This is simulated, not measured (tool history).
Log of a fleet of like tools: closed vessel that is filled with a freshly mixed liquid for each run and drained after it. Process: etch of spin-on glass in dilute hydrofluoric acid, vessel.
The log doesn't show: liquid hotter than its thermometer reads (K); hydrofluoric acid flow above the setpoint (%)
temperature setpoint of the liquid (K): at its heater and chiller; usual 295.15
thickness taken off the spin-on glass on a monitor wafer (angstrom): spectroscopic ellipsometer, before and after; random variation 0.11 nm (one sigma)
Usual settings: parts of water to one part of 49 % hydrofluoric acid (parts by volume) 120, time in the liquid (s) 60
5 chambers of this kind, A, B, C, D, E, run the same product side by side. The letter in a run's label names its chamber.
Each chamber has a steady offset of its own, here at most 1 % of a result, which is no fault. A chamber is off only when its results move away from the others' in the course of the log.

run	hour	temperature setpoint of the liquid (K)	parts of water to one part of 49 % hydrofluoric acid (parts by volume)	time in the liquid (s)	hours since the thermometer was replaced	hours since the hydrofluoric acid flow meter was replaced	read-back film thickness of the spin-on glass reference wafer, read on the same gauge (nm)	thickness taken off the spin-on glass on a monitor wafer (angstrom)
1D	11.2	295.15	120	60	2154.6	591.7	90.016	126.35
2A	17.8	295.15	120	60	680.4	853.1	89.985	123.23
3E	27.9	295.15	120	60	716.9	1473.9	90.034	123.06
4C	36.7	295.15	120	60	1006.5	1250.3	89.994	123.33
5B	45.7	295.15	120	60	2183.2	80.2	89.999	124.53
6D	59.4	295.15	120	60	2202.8	639.9	89.979	124.63
7A	66.7	297.15	120	60	729.3	902	89.995	133.93
8B	73.9	297.15	120	60	2211.4	108.4	89.986	134.91
9C	80.6	297.15	120	60	1050.4	1294.2	89.991	133.02
10E	90.1	297.15	120	60	779.1	1536.1	89.983	133.24
11B	100.5	297.15	120	60	2238	135	89.996	134.42
# hour 104.7: chamber A: hydrofluoric acid flow meter replaced
12D	109	295.15	120	60	2252.4	689.5	90.006	126.24
13C	117	295.15	120	60	1086.8	1330.6	89.97	122.08
14E	124.9	295.15	120	60	813.9	1570.9	89.99	122.97
15A	133.3	295.15	120	60	795.9	28.7	89.996	122.36
16E	142.1	295.15	120	60	831.1	1588.1	90.02	124.25
17C	154	295.15	120	60	1123.8	1367.6	90.028	122.19
18B	160.6	295.15	120	60	2298.1	195.1	89.993	125.69
19D	169.2	295.15	120	60	2312.6	749.7	89.99	126.1
20A	183.3	291.15	120	95	845.9	78.7	89.962	167.54
21B	193.4	291.15	120	95	2330.9	227.9	89.964	171.8
22A	203.9	291.15	120	95	866.5	99.3	89.985	162.38
23C	213.7	291.15	120	95	1183.5	1427.3	89.995	166.78
24D	220.3	291.15	120	95	2363.7	800.8	89.99	174.03
25E	231.2	295.15	120	60	920.2	1677.2	90.02	124.82
26D	243.2	295.15	120	60	2386.6	823.7	89.991	128.02
27E	252	295.15	120	60	941	1698	89.993	123.46
28C	262.8	295.15	120	60	1232.6	1476.4	90.031	124.33
# hour 264.8: chamber D: thermometer replaced
29A	277.1	295.15	120	60	939.7	172.5	90.012	122.79
30B	289.4	295.15	120	60	2426.9	323.9	89.997	124.56
31B	299.7	295.15	120	60	2437.2	334.2	90.004	125.02
32A	308.4	295.15	120	60	971	203.8	90.001	123.98
33C	315	295.15	120	60	1284.8	1528.6	90.009	125.98
34D	322.2	295.15	120	60	57.4	902.7	90.001	132.16
35E	330.7	295.15	120	60	1019.7	1776.7	90.013	123.49
36E	340.6	295.15	120	60	1029.6	1786.6	90.018	122.36
37C	352.6	295.15	120	60	1322.4	1566.2	90.009	123.99
38A	365.2	295.15	120	60	1027.8	260.6	89.985	123.07
39D	374.6	295.15	120	60	109.8	955.1	89.984	133.4
40B	387.6	295.15	165	75	2525.1	422.1	89.972	109.29
41C	395.5	295.15	165	75	1365.3	1609.1	90.015	107.66
42E	405.9	295.15	165	75	1094.9	1851.9	90.01	106.83
43A	415.7	295.15	165	75	1078.3	311.1	90.023	105.64
44D	426.2	295.15	165	75	161.4	1006.7	89.994	116.07

Next, every chamber runs the same settings. What will each give?
45A	436.5	295.15	120	60				?
45B	436.5	295.15	120	60				?
45C	436.5	295.15	120	60				?
45D	436.5	295.15	120	60				?
45E	436.5	295.15	120	60				?

run	thickness taken off the spin-on glass on a monitor wafer (angstrom)
45A	124.49
45B	123.48
45C	123.42
45D	138.87
45E	124.79
